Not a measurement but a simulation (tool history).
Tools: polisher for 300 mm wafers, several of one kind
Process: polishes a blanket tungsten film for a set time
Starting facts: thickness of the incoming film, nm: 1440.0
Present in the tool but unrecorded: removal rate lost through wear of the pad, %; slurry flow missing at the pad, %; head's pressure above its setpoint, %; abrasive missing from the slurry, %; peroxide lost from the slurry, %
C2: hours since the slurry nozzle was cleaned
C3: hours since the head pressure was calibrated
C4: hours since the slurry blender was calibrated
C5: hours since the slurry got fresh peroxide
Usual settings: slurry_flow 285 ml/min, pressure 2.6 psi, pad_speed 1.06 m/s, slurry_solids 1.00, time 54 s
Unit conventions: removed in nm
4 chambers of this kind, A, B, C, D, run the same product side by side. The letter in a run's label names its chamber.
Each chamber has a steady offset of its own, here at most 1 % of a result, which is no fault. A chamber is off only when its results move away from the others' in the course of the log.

At day 0.029: chamber A: worn pad replaced by a new one.
Run 1C, day 0.450: usual settings; wafers polished on this pad 995; C2 119.7; C3 126.3; C4 112.2; C5 96.3. Result: removed 160.94 nm.
At day 0.508: chamber A: slurry blender recalibrated.
Run 2A, day 0.862: usual settings; wafers polished on this pad 246; C2 370.9; C3 1038.1; C4 8.5; C5 157.0. Result: removed 164.38 nm.
At day 1.258: chamber D: slurry blender recalibrated.
Run 3D, day 1.283: usual settings; wafers polished on this pad 397; C2 242.6; C3 53.7; C4 0.6; C5 75.9. Result: removed 159.60 nm.
At day 1.708: chamber C: worn pad replaced by a new one.
At day 1.800: chamber B: worn pad replaced by a new one.
Run 4B, day 1.829: usual settings; wafers polished on this pad 9; C2 169.5; C3 1169.3; C4 147.4; C5 87.8. Result: removed 160.76 nm.
At day 2.179: chamber B: head pressure recalibrated.
Run 5A, day 2.275: usual settings; wafers polished on this pad 663; C2 404.8; C3 1072.0; C4 42.4; C5 190.9. Result: removed 162.94 nm.
Run 6B, day 2.742: usual settings; wafers polished on this pad 278; C2 191.4; C3 13.6; C4 169.3; C5 109.7. Result: removed 160.85 nm.
At day 3.125: chamber A: slurry tank refilled with fresh slurry and peroxide.
Run 7C, day 3.279: usual settings; wafers polished on this pad 464; C2 187.6; C3 194.2; C4 180.1; C5 164.2. Result: removed 157.21 nm.
At day 3.508: chamber B: slurry tank refilled with fresh slurry and peroxide.
At day 3.779: chamber D: worn pad replaced by a new one.
Run 8D, day 3.925: usual settings; wafers polished on this pad 43; C2 306.0; C3 117.1; C4 64.0; C5 139.3. Result: removed 161.30 nm.
At day 4.258: chamber D: slurry tank refilled with fresh slurry and peroxide.
Run 9A, day 4.321: usual settings; wafers polished on this pad 1266; C2 453.9; C3 1121.1; C4 91.5; C5 28.8. Result: removed 164.10 nm.
Run 10D, day 4.892: usual settings; wafers polished on this pad 328; C2 329.2; C3 140.3; C4 87.2; C5 15.2. Result: removed 158.76 nm.
At day 5.033: chamber D: slurry nozzle cleaned.
At day 5.204: chamber A: worn pad replaced by a new one.
At day 5.350: chamber C: worn pad replaced by a new one.
Run 11B, day 5.400: usual settings; wafers polished on this pad 1062; C2 255.2; C3 77.4; C4 233.1; C5 45.5. Result: removed 156.79 nm.
Run 12C, day 5.725: usual settings; wafers polished on this pad 111; C2 246.3; C3 252.9; C4 238.8; C5 222.9. Result: removed 156.99 nm.
At day 5.833: chamber B: worn pad replaced by a new one.
Run 13A, day 6.083: usual settings; wafers polished on this pad 259; C2 496.2; C3 1163.4; C4 133.8; C5 71.1. Result: removed 159.75 nm.
At day 6.467: chamber D: slurry blender recalibrated.
Run 14C, day 6.496: usual settings; wafers polished on this pad 339; C2 264.8; C3 271.4; C4 257.3; C5 241.4. Result: removed 155.82 nm.
Run 15B, day 7.054: usual settings; wafers polished on this pad 360; C2 294.9; C3 117.1; C4 272.8; C5 85.2. Result: removed 157.79 nm.
At day 7.558: chamber D: worn pad replaced by a new one.
Run 16D, day 7.608: usual settings; wafers polished on this pad 14; C2 61.9; C3 205.5; C4 27.5; C5 80.4. Result: removed 159.17 nm.
Run 17C, day 8.021: usual settings; wafers polished on this pad 788; C2 301.4; C3 308.0; C4 293.9; C5 278.0. Result: removed 152.30 nm.
At day 8.025: chamber C: slurry blender recalibrated.
At day 8.400: chamber A: head pressure recalibrated.
Run 18D, day 8.692: usual settings; wafers polished on this pad 334; C2 87.9; C3 231.5; C4 53.5; C5 106.4. Result: removed 158.33 nm.
At day 9.283: chamber B: slurry nozzle cleaned.
At day 9.362: chamber D: slurry tank refilled with fresh slurry and peroxide.
Run 19B, day 9.362: usual settings; wafers polished on this pad 1041; C2 2.0; C3 172.5; C4 328.2; C5 140.6. Result: removed 159.00 nm.
At day 9.417: chamber B: worn pad replaced by a new one.
At day 9.571: chamber B: slurry tank refilled with fresh slurry and peroxide.
At day 9.875: chamber A: worn pad replaced by a new one.
Run 20A, day 9.929: usual settings; wafers polished on this pad 16; C2 588.5; C3 36.7; C4 226.1; C5 163.4. Result: removed 161.16 nm.
At day 10.062: chamber C: worn pad replaced by a new one.
Run 21D, day 10.312: usual settings but pad_speed 0.76 m/s; wafers polished on this pad 812; C2 126.8; C3 270.4; C4 92.4; C5 22.9. Result: removed 113.31 nm.
Run 22A, day 10.704: usual settings but pad_speed 0.76 m/s; wafers polished on this pad 245; C2 607.1; C3 55.3; C4 244.7; C5 182.0. Result: removed 116.25 nm.
At day 10.783: chamber A: slurry tank refilled with fresh slurry and peroxide.
Run 23C, day 11.254: usual settings but pad_speed 0.76 m/s; wafers polished on this pad 352; C2 379.0; C3 385.6; C4 77.5; C5 355.6. Result: removed 108.97 nm.
Run 24B, day 11.729: usual settings but pad_speed 0.76 m/s; wafers polished on this pad 683; C2 58.8; C3 229.3; C4 385.0; C5 51.9. Result: removed 113.79 nm.
At day 11.746: chamber D: worn pad replaced by a new one.
At day 12.058: chamber A: slurry nozzle cleaned.
Run 25A, day 12.292: usual settings but slurry_flow 205 ml/min; wafers polished on this pad 713; C2 5.7; C3 93.4; C4 282.8; C5 36.2. Result: removed 157.27 nm.
Run 26B, day 12.600: usual settings but slurry_flow 205 ml/min; wafers polished on this pad 940; C2 79.7; C3 250.2; C4 405.9; C5 72.8. Result: removed 151.46 nm.
At day 12.712: chamber D: head pressure recalibrated.
At day 12.933: chamber D: slurry blender recalibrated.
Run 27C, day 13.071: usual settings but slurry_flow 205 ml/min; wafers polished on this pad 888; C2 422.6; C3 429.2; C4 121.1; C5 399.2. Result: removed 143.23 nm.
Run 28D, day 13.667: usual settings but slurry_flow 205 ml/min; wafers polished on this pad 567; C2 207.3; C3 23.0; C4 17.7; C5 103.4. Result: removed 151.16 nm.
At day 14.208: chamber B: worn pad replaced by a new one.
At day 14.262: chamber A: slurry blender recalibrated.
Run 29A, day 14.312: usual settings; wafers polished on this pad 1309; C2 54.2; C3 141.9; C4 1.3; C5 84.7. Result: removed 159.99 nm.
At day 14.542: chamber C: worn pad replaced by a new one.
At day 14.746: chamber A: worn pad replaced by a new one.
At day 14.750: chamber D: slurry tank refilled with fresh slurry and peroxide.
Run 30D, day 14.783: usual settings; wafers polished on this pad 897; C2 234.1; C3 49.8; C4 44.5; C5 0.8. Result: removed 158.49 nm.
Run 31C, day 15.112: usual settings; wafers polished on this pad 169; C2 471.6; C3 478.2; C4 170.1; C5 448.2. Result: removed 147.21 nm.
At day 15.421: chamber B: slurry tank refilled with fresh slurry and peroxide.
Run 32B, day 15.425: usual settings but slurry_solids 1.15; wafers polished on this pad 359; C2 147.5; C3 318.0; C4 473.7; C5 0.1. Result: removed 168.95 nm.
At day 15.842: chamber D: worn pad replaced by a new one.
Run 33A, day 15.896: usual settings but slurry_solids 1.15; wafers polished on this pad 340; C2 92.2; C3 179.9; C4 39.3; C5 122.7. Result: removed 170.04 nm.
Run 34D, day 16.300: usual settings but slurry_solids 1.15; wafers polished on this pad 135; C2 270.5; C3 86.2; C4 80.9; C5 37.2. Result: removed 159.90 nm.
Run 35C, day 16.879: usual settings but slurry_solids 1.15; wafers polished on this pad 690; C2 514.0; C3 520.6; C4 212.5; C5 490.6. Result: removed 154.00 nm.
Run 36B, day 17.450: usual settings but slurry_solids 0.80; wafers polished on this pad 956; C2 196.1; C3 366.6; C4 522.3; C5 48.7. Result: removed 149.74 nm.
At day 17.712: chamber B: slurry blender recalibrated.
Run 37B, day 18.117: usual settings but slurry_solids 0.80; wafers polished on this pad 1153; C2 212.1; C3 382.6; C4 9.7; C5 64.7. Result: removed 151.22 nm.
At day 18.158: chamber D: slurry nozzle cleaned.
At day 18.421: chamber A: slurry tank refilled with fresh slurry and peroxide.
Run 38D, day 18.488: usual settings but slurry_solids 0.80; wafers polished on this pad 781; C2 7.9; C3 138.7; C4 133.4; C5 89.7. Result: removed 151.94 nm.
At day 18.504: chamber D: slurry blender recalibrated.
At day 18.825: chamber C: slurry nozzle cleaned.
At day 18.829: chamber B: worn pad replaced by a new one.
Run 39C, day 18.871: usual settings but slurry_solids 0.80; wafers polished on this pad 1277; C2 1.1; C3 568.4; C4 260.3; C5 538.4. Result: removed 139.50 nm.
At day 18.875: chamber C: slurry blender recalibrated.
At day 18.908: chamber A: worn pad replaced by a new one.
At day 19.021: chamber C: worn pad replaced by a new one.
Run 40A, day 19.396: usual settings; wafers polished on this pad 144; C2 176.2; C3 263.9; C4 123.3; C5 23.5. Result: removed 165.86 nm.
At day 19.550: chamber D: worn pad replaced by a new one.
Run 41C, day 19.883: usual settings but pad_speed 1.32 m/s, time 64 s; wafers polished on this pad 255; C2 25.4; C3 592.7; C4 24.2; C5 562.7. Result: removed 211.66 nm.
At day 19.921: chamber D: slurry tank refilled with fresh slurry and peroxide.
Run 42D, day 20.229: usual settings but pad_speed 1.32 m/s, time 64 s; wafers polished on this pad 201; C2 49.7; C3 180.5; C4 41.5; C5 7.5. Result: removed 234.89 nm.
Run 43B, day 20.567: usual settings but pad_speed 1.32 m/s, time 64 s; wafers polished on this pad 512; C2 270.9; C3 441.4; C4 68.5; C5 123.5. Result: removed 236.11 nm.
Run 44A, day 20.875: usual settings but pad_speed 1.32 m/s, time 64 s; wafers polished on this pad 581; C2 211.7; C3 299.4; C4 158.8; C5 59.0. Result: removed 242.75 nm.

All 4 chambers run these settings next. Forecast each chamber's results:
Run 45A, day 21.362: usual settings. Result: removed ?.
Run 45B, day 21.362: usual settings. Result: removed ?.
Run 45C, day 21.362: usual settings. Result: removed ?.
Run 45D, day 21.362: usual settings. Result: removed ?.

run  removed
45A   163.44
45B   159.78
45C   146.32
45D   159.44
